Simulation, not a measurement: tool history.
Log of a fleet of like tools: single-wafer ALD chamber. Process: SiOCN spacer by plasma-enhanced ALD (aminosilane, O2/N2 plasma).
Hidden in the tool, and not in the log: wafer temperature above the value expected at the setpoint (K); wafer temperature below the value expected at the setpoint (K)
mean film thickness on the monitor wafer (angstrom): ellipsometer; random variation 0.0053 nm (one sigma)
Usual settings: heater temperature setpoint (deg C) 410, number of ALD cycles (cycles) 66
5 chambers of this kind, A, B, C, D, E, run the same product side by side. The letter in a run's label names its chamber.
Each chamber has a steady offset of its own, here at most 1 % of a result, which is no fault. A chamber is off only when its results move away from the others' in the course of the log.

| run | hour | heater temperature setpoint (deg C) | number of ALD cycles (cycles) | hours since the last thermocouple change | read-back reference wafer on the same gauge, thickness_nm | mean film thickness on the monitor wafer (angstrom) |
|---|---|---|---|---|---|---|
| 1A | 4.6 | 410 | 66 | 898.1 | 3.5518 | 38.700 |
| 2B | 9.5 | 410 | 66 | 2045.9 | 3.5510 | 38.517 |
| 3C | 14.1 | 410 | 66 | 1201.8 | 3.5513 | 38.806 |
| 4E | 18.2 | 410 | 66 | 60.8 | 3.5521 | 38.919 |
| 5D | 23.6 | 410 | 66 | 72.6 | 3.5527 | 38.580 |
| 6A | 27.1 | 399 | 66 | 920.6 | 3.5527 | 40.055 |
| 7B | 32.2 | 399 | 66 | 2068.6 | 3.5539 | 39.735 |
| 8C | 38.1 | 399 | 66 | 1225.8 | 3.5543 | 40.079 |
| 9D | 44.1 | 399 | 66 | 93.1 | 3.5563 | 39.693 |
| 10E | 48.7 | 399 | 66 | 91.3 | 3.5558 | 40.083 |
| 11E | 51.9 | 410 | 66 | 94.5 | 3.5573 | 38.956 |
| 12C | 57.8 | 424 | 66 | 1245.5 | 3.5574 | 37.178 |
| 13D | 62.4 | 424 | 66 | 111.4 | 3.5564 | 36.938 |
| 14A | 66.9 | 424 | 66 | 960.4 | 3.5572 | 37.313 |
| 15B | 70.1 | 424 | 66 | 2106.5 | 3.5578 | 36.908 |
| 16D | 74.4 | 424 | 66 | 123.4 | 3.5578 | 36.906 |
| 17A | 79.8 | 410 | 66 | 973.3 | 3.5590 | 38.885 |
| 18E | 82.6 | 410 | 66 | 125.2 | 3.5578 | 38.933 |
| 19C | 86.7 | 410 | 66 | 1274.4 | 3.5593 | 38.972 |
| 20B | 92.8 | 410 | 61 | 2129.2 | 3.5599 | 35.629 |
| 21A | 99.1 | 410 | 61 | 992.6 | 3.5601 | 36.067 |
| 22D | 104.4 | 410 | 61 | 153.4 | 3.5605 | 35.674 |
| 23E | 109.0 | 410 | 61 | 151.6 | 3.5629 | 36.065 |
| 24B | 113.4 | 410 | 61 | 2149.8 | 3.5625 | 35.623 |
|  | 117.5 | chamber B: thermocouple changed; heater temperature recalibrated |
| 25C | 118.5 | 415 | 75 | 1306.2 | 3.5638 | 43.474 |
| 26A | 121.3 | 415 | 75 | 1014.8 | 3.5630 | 43.647 |
| 27C | 126.9 | 415 | 75 | 1314.6 | 3.5635 | 43.496 |
| 28B | 131.9 | 415 | 75 | 14.4 | 3.5648 | 43.233 |
| 29E | 137.9 | 415 | 75 | 180.5 | 3.5658 | 43.652 |
| 30D | 143.9 | 410 | 66 | 192.9 | 3.5659 | 38.705 |
| 31E | 149.7 | 410 | 66 | 192.3 | 3.5652 | 39.073 |
| 32B | 155.1 | 410 | 66 | 37.6 | 3.5665 | 38.754 |
| 33D | 161.2 | 410 | 66 | 210.2 | 3.5668 | 38.731 |
| 34A | 164.5 | 418 | 57 | 1058.0 | 3.5683 | 32.871 |
| 35C | 168.2 | 418 | 57 | 1355.9 | 3.5690 | 32.761 |
| 36E | 172.3 | 418 | 57 | 214.9 | 3.5696 | 32.936 |
| 37A | 177.8 | 418 | 57 | 1071.3 | 3.5695 | 32.860 |

Is one chamber off against the others, does the gauge drift, or is nothing wrong? If a chamber is off, say which, and what the likeliest cause is.

The gauge drifts, so all chambers seem to drift together. No chamber is off.
Cause: gauge reads high (%) = 0.564.
